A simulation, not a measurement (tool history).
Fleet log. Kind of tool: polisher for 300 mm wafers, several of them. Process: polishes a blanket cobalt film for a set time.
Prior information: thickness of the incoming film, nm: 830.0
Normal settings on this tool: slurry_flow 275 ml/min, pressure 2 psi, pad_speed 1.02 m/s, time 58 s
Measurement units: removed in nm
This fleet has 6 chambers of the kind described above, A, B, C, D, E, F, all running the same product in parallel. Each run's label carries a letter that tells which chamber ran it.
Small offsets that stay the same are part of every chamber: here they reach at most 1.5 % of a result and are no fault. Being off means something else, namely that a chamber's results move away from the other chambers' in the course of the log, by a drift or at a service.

run	hour	slurry_flow	pressure	pad_speed	time	wafers polished on this pad	hours since the slurry nozzle was cleaned	hours since the head pressure was calibrated	removed
1A	8.6	275	2	1.02	58	712	134	1133.9	304.33
# hour 11: chamber C: head pressure recalibrated
2F	16.4	275	2	1.02	58	739	450.5	116.1	310.3
3C	24.1	275	2	1.02	58	302	281.5	13.2	304.32
# hour 25.2: chamber A: worn pad replaced by a new one
# hour 30.8: chamber F: worn pad replaced by a new one
# hour 31.8: chamber E: worn pad replaced by a new one
4D	33.4	275	2	1.02	58	985	189.8	300.3	306.92
# hour 40.8: chamber D: worn pad replaced by a new one
5B	41.2	275	2	1.02	58	744	128.5	217.7	311.24
6E	53.7	275	2	1.02	58	241	261.9	1002.7	312.5
7D	61.6	275	2	1.02	58	228	218	328.5	309.21
# hour 62.6: chamber D: head pressure recalibrated
8B	73.5	275	2	1.02	77	1099	160.8	250	410.5
9C	79.8	275	2	1.02	77	914	337.2	68.9	410.96
# hour 90.4: chamber C: worn pad replaced by a new one
10E	93.5	275	2	1.02	77	677	301.7	1042.5	409.22
11F	100.5	275	2	1.02	77	765	534.6	200.2	412.74
12A	106.7	275	2	1.02	77	895	232.1	1232	405.32
# hour 107.1: chamber F: worn pad replaced by a new one
# hour 111: chamber E: slurry nozzle cleaned
# hour 112.2: chamber A: worn pad replaced by a new one
13A	113.2	275	2	1.02	77	12	238.6	1238.5	405.37
14D	119.7	275	2	1.02	58	866	276.1	57.2	311.53
# hour 125.4: chamber D: worn pad replaced by a new one
15E	129	275	2	1.02	58	1067	18.1	1078	313.45
16F	139.1	275	1.7	1.02	58	351	573.2	238.8	263.63
17C	147	275	1.7	1.02	58	622	404.4	136.1	262.66
18B	157.5	275	1.7	1.02	58	2021	244.8	334	257.24
19B	169.6	275	1.7	1.02	58	2153	256.9	346.1	256.88
# hour 175.2: chamber E: worn pad replaced by a new one
20D	183.1	275	1.7	1.02	58	634	339.5	120.6	262.89
21C	189.5	275	1.7	1.02	58	1088	446.9	178.6	264.92
# hour 190.7: chamber C: worn pad replaced by a new one
# hour 194.4: chamber F: worn pad replaced by a new one
22F	198.8	275	2	1.02	58	48	632.9	298.5	310.79
# hour 207.3: chamber A: worn pad replaced by a new one
23E	211.2	275	2	1.02	58	395	100.3	1160.2	310.7
# hour 217.7: chamber D: worn pad replaced by a new one
24A	218.2	275	2	1.02	58	119	343.6	1343.5	308.15
25B	227.9	275	2	1.02	58	2793	315.2	404.4	297.56
# hour 233.4: chamber A: head pressure recalibrated
26E	236.7	275	2	1.02	58	675	125.8	1185.7	312.76
# hour 241.6: chamber F: slurry nozzle cleaned
27C	249.5	275	2	1.02	58	645	506.9	238.6	312.5
28F	260.4	275	2	1.02	58	724	18.8	360.1	311.6
29A	268	275	2	1.02	58	666	393.4	34.6	310.58
# hour 277.7: chamber F: worn pad replaced by a new one
30D	277.8	275	2	1.02	58	660	434.2	215.3	304.3
31E	286.4	275	2	1.02	58	1220	175.5	1235.4	308.75
32F	292.7	275	2	1.02	58	165	51.1	392.4	308.42
33C	299.3	275	2	1.02	58	1191	556.7	288.4	304.65
# hour 303.8: chamber C: worn pad replaced by a new one
# hour 310.8: chamber E: worn pad replaced by a new one
34A	312.8	275	2	1.02	58	1157	438.2	79.4	305.54
# hour 316.6: chamber A: worn pad replaced by a new one
# hour 321.2: chamber D: worn pad replaced by a new one
35D	324.1	275	2	1.02	58	31	480.5	261.6	304.53
36B	334.2	275	2	1.02	58	3960	421.5	510.7	292.53
# hour 344.7: chamber F: worn pad replaced by a new one
37A	345.8	275	2	1.02	58	320	471.2	112.4	307.11
38D	353.4	275	2	1.02	58	353	509.8	290.9	311.15
39C	366.4	275	2	1.02	58	687	623.8	355.5	308.92
40E	375.1	275	2	1.02	58	706	264.2	1324.1	315.21
41F	383.6	275	2	0.74	58	427	142	483.3	224.08

Predict what each chamber gives when all 6 of them run the settings below next.
42A	393.5	275	2	1.02	58				?
42B	393.5	275	2	1.02	58				?
42C	393.5	275	2	1.02	58				?
42D	393.5	275	2	1.02	58				?
42E	393.5	275	2	1.02	58				?
42F	393.5	275	2	1.02	58				?

run	removed
42A	310.09
42B	283.47
42C	305.33
42D	305.62
42E	313.11
42F	308.32

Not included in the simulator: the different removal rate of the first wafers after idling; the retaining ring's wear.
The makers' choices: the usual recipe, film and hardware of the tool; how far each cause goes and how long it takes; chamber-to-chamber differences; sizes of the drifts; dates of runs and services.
